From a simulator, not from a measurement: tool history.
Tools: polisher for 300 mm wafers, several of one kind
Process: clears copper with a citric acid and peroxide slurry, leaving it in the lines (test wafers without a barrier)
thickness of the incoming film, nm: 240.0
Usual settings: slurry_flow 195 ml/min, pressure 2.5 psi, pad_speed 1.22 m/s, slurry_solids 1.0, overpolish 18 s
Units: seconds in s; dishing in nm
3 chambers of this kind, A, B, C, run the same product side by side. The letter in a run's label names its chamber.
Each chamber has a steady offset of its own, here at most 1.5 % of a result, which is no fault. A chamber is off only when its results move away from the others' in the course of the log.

run	hour	slurry_flow	pressure	pad_speed	slurry_solids	overpolish	seconds	dishing
1A	6.1	195	2.5	1.22	1.0	18	107.87	27.783
2B	11.5	195	2.5	1.22	1.0	18	108.40	28.422
3C	17.3	195	2.5	1.22	1.0	18	108.24	30.170
# hour 19.1: chamber B: worn pad replaced by a new one
# hour 19.1: chamber C: worn pad replaced by a new one
4B	22.6	195	2.5	1.22	1.0	18	109.57	28.352
5C	30.4	195	2.5	1.22	1.0	18	109.17	28.021
6A	35.2	195	2.5	1.22	1.0	18	109.63	28.747
7C	44.2	195	2.5	1.22	1.0	18	109.47	29.608
# hour 48.9: chamber A: slurry blender recalibrated
8A	53.4	195	2.5	1.22	1.0	18	108.33	29.167
9B	63.9	195	2.5	1.22	1.0	18	108.75	29.133
10A	74.1	195	2.5	1.22	1.0	18	107.66	28.572
11C	82.8	195	2.5	1.22	1.0	18	107.47	28.174
12B	91.5	195	2.5	1.22	1.0	18	107.57	29.391
# hour 95.5: chamber A: worn pad replaced by a new one
13B	96.3	195	2.5	1.22	1.0	18	109.34	29.478
14C	104.4	195	2.5	1.22	1.0	18	107.55	29.099
# hour 109.9: chamber B: worn pad replaced by a new one
15A	113.9	240	2.5	1.22	1.0	18	105.09	28.872
16A	122.2	240	2.5	1.22	1.0	18	105.60	29.068
17C	127.1	240	2.5	1.22	1.0	18	106.17	28.842
18B	132.4	195	2.5	1.22	1.0	18	109.43	28.160
19A	137.7	195	2.5	1.22	1.0	18	108.79	28.459
20B	147.9	195	2.5	1.22	1.0	18	108.14	28.913
# hour 155.7: chamber C: slurry blender recalibrated
21C	156.7	195	2.5	1.22	1.0	18	109.30	28.475
22C	161.6	195	2.5	1.22	1.0	18	107.68	28.695
23B	168.6	195	2.5	1.22	1.0	18	109.84	29.707
24A	177.0	195	2.5	1.22	1.0	18	106.98	29.200
# hour 182.1: chamber B: slurry nozzle cleaned
# hour 182.2: chamber A: slurry nozzle cleaned
25C	187.4	195	2.5	1.22	1.0	18	109.41	30.068
# hour 189.4: chamber C: worn pad replaced by a new one
26B	193.9	195	2.5	1.22	1.0	18	107.59	29.562
# hour 194.5: chamber A: worn pad replaced by a new one
# hour 199.6: chamber B: slurry blender recalibrated
27A	200.4	195	2.5	1.22	1.0	18	108.96	29.213
28B	205.9	195	2.5	1.22	1.0	18	107.79	28.475
# hour 207.5: chamber C: slurry nozzle cleaned
# hour 208.4: chamber B: worn pad replaced by a new one
29C	211.3	195	2.5	1.22	1.0	18	107.26	28.742
30A	217.9	155	2.5	1.22	1.0	18	111.52	27.778
31C	225.8	155	2.5	1.22	1.0	18	111.69	28.162
32A	232.9	155	2.5	1.22	1.0	18	112.81	28.038
33B	238.2	130	2.5	1.22	0.7	18	124.85	25.146
34C	246.6	130	2.5	1.22	0.7	18	124.55	25.230
35B	254.1	130	2.5	1.22	0.7	18	124.78	25.909
36A	262.5	195	2.5	1.22	1.0	18	109.53	27.799
37B	272.9	195	2.5	1.22	1.0	18	108.23	29.148
38C	282.9	195	2.5	1.22	1.0	18	107.10	28.701
# hour 289.0: chamber A: worn pad replaced by a new one
39A	290.4	195	2.5	1.22	1.0	18	108.21	29.005
# hour 298.6: chamber B: worn pad replaced by a new one
40B	298.9	195	2.5	1.22	1.0	18	109.51	29.097

Next, every chamber runs the same settings. What will each give?
41A	306.6	195	2.5	1.22	1.1	18	?	?
41B	306.6	195	2.5	1.22	1.1	18	?	?
41C	306.6	195	2.5	1.22	1.1	18	?	?

run	seconds	dishing
41A	105.54	29.306
41B	106.64	30.364
41C	106.63	29.129
